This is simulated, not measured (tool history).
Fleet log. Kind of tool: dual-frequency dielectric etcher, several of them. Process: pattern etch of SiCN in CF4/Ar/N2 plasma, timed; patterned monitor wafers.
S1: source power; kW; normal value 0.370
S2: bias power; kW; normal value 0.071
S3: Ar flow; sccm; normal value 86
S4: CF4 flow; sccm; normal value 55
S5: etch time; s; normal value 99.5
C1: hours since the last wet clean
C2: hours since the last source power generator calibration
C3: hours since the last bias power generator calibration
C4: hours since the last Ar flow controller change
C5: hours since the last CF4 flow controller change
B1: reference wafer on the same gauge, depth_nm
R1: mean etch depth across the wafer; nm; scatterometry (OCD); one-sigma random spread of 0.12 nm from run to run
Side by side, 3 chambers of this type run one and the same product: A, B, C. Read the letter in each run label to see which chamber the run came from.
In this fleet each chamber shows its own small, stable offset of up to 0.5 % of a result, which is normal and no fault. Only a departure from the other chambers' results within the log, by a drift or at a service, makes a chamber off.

run 1B hour=5.7 | S1=0.370 S2=0.071 S3=86 S4=55 S5=99.5 | C1=399.1 C2=668.1 C3=238.9 C4=2912.7 C5=2053.6 | B1=60.398 | R1=71.256
run 2C hour=11.6 | S1=0.370 S2=0.071 S3=86 S4=55 S5=99.5 | C1=29.5 C2=2722.1 C3=962.2 C4=5905.2 C5=931.7 | B1=60.355 | R1=71.299
run 3A hour=17.1 | S1=0.370 S2=0.071 S3=86 S4=55 S5=99.5 | C1=531.4 C2=1887.9 C3=1554.4 C4=1008.9 C5=183.9 | B1=60.354 | R1=70.946
run 4C hour=20.7 | S1=0.370 S2=0.071 S3=86 S4=55 S5=99.5 | C1=38.6 C2=2731.2 C3=971.3 C4=5914.3 C5=940.8 | B1=60.346 | R1=71.157
run 5B hour=24.9 | S1=0.370 S2=0.071 S3=86 S4=55 S5=99.5 | C1=418.3 C2=687.3 C3=258.1 C4=2931.9 C5=2072.8 | B1=60.336 | R1=70.826
run 6A hour=31.2 | S1=0.370 S2=0.071 S3=86 S4=55 S5=99.5 | C1=545.5 C2=1902.0 C3=1568.5 C4=1023.0 C5=198.0 | B1=60.304 | R1=70.960
run 7A hour=35.9 | S1=0.370 S2=0.071 S3=86 S4=55 S5=99.5 | C1=550.2 C2=1906.7 C3=1573.2 C4=1027.7 C5=202.7 | B1=60.316 | R1=70.682
run 8C hour=41.1 | S1=0.410 S2=0.071 S3=86 S4=55 S5=99.5 | C1=59.0 C2=2751.6 C3=991.7 C4=5934.7 C5=961.2 | B1=60.268 | R1=77.853
run 9B hour=44.0 | S1=0.410 S2=0.071 S3=86 S4=55 S5=99.5 | C1=437.4 C2=706.4 C3=277.2 C4=2951.0 C5=2091.9 | B1=60.283 | R1=77.578
run 10B hour=48.9 | S1=0.410 S2=0.071 S3=86 S4=55 S5=99.5 | C1=442.3 C2=711.3 C3=282.1 C4=2955.9 C5=2096.8 | B1=60.257 | R1=77.248
run 11A hour=54.9 | S1=0.370 S2=0.071 S3=86 S4=55 S5=99.5 | C1=569.2 C2=1925.7 C3=1592.2 C4=1046.7 C5=221.7 | B1=60.252 | R1=70.972
run 12C hour=60.7 | S1=0.370 S2=0.071 S3=86 S4=55 S5=99.5 | C1=78.6 C2=2771.2 C3=1011.3 C4=5954.3 C5=980.8 | B1=60.219 | R1=70.959
run 13C hour=66.1 | S1=0.370 S2=0.071 S3=86 S4=55 S5=99.5 | C1=84.0 C2=2776.6 C3=1016.7 C4=5959.7 C5=986.2 | B1=60.201 | R1=70.925
run 14A hour=70.6 | S1=0.370 S2=0.071 S3=86 S4=55 S5=99.5 | C1=584.9 C2=1941.4 C3=1607.9 C4=1062.4 C5=237.4 | B1=60.190 | R1=70.590
run 15B hour=74.7 | S1=0.370 S2=0.071 S3=86 S4=55 S5=99.5 | C1=468.1 C2=737.1 C3=307.9 C4=2981.7 C5=2122.6 | B1=60.172 | R1=70.565
run 16C hour=80.6 | S1=0.370 S2=0.071 S3=86 S4=55 S5=99.5 | C1=98.5 C2=2791.1 C3=1031.2 C4=5974.2 C5=1000.7 | B1=60.176 | R1=70.933
run 17A hour=86.9 | S1=0.370 S2=0.071 S3=86 S4=55 S5=99.5 | C1=601.2 C2=1957.7 C3=1624.2 C4=1078.7 C5=253.7 | B1=60.174 | R1=70.673
run 18B hour=92.5 | S1=0.370 S2=0.071 S3=86 S4=55 S5=99.5 | C1=485.9 C2=754.9 C3=325.7 C4=2999.5 C5=2140.4 | B1=60.119 | R1=70.324
run 19B hour=97.8 | S1=0.370 S2=0.071 S3=100 S4=45 S5=99.5 | C1=491.2 C2=760.2 C3=331.0 C4=3004.8 C5=2145.7 | B1=60.110 | R1=66.725
run 20C hour=103.6 | S1=0.370 S2=0.071 S3=100 S4=45 S5=99.5 | C1=121.5 C2=2814.1 C3=1054.2 C4=5997.2 C5=1023.7 | B1=60.103 | R1=66.952
run 21A hour=108.6 | S1=0.370 S2=0.071 S3=100 S4=45 S5=99.5 | C1=622.9 C2=1979.4 C3=1645.9 C4=1100.4 C5=275.4 | B1=60.086 | R1=66.649
run 22C hour=112.0 | S1=0.370 S2=0.071 S3=86 S4=55 S5=99.5 | C1=129.9 C2=2822.5 C3=1062.6 C4=6005.6 C5=1032.1 | B1=60.064 | R1=70.884
run 23A hour=114.9 | S1=0.370 S2=0.071 S3=86 S4=55 S5=99.5 | C1=629.2 C2=1985.7 C3=1652.2 C4=1106.7 C5=281.7 | B1=60.062 | R1=70.519
run 24B hour=121.0 | S1=0.370 S2=0.071 S3=86 S4=55 S5=99.5 | C1=514.4 C2=783.4 C3=354.2 C4=3028.0 C5=2168.9 | B1=60.038 | R1=70.852
run 25C hour=127.3 | S1=0.370 S2=0.071 S3=86 S4=55 S5=99.5 | C1=145.2 C2=2837.8 C3=1077.9 C4=6020.9 C5=1047.4 | B1=60.019 | R1=70.959
run 26B hour=131.6 | S1=0.370 S2=0.071 S3=86 S4=55 S5=99.5 | C1=525.0 C2=794.0 C3=364.8 C4=3038.6 C5=2179.5 | B1=59.998 | R1=70.689
run 27A hour=136.2 | S1=0.370 S2=0.071 S3=86 S4=55 S5=99.5 | C1=650.5 C2=2007.0 C3=1673.5 C4=1128.0 C5=303.0 | B1=60.012 | R1=70.428
run 28C hour=139.4 | S1=0.370 S2=0.071 S3=86 S4=55 S5=99.5 | C1=157.3 C2=2849.9 C3=1090.0 C4=6033.0 C5=1059.5 | B1=59.977 | R1=70.900

One chamber off, gauge drift, or nothing amiss beyond the chambers' own small offsets? If it is a chamber, which one, and what is the likeliest cause?

It is the gauge, not a chamber: its drift shows up in every chamber's results at once, and no chamber is off.
Most likely cause: gauge reads low (%) = 0.7.
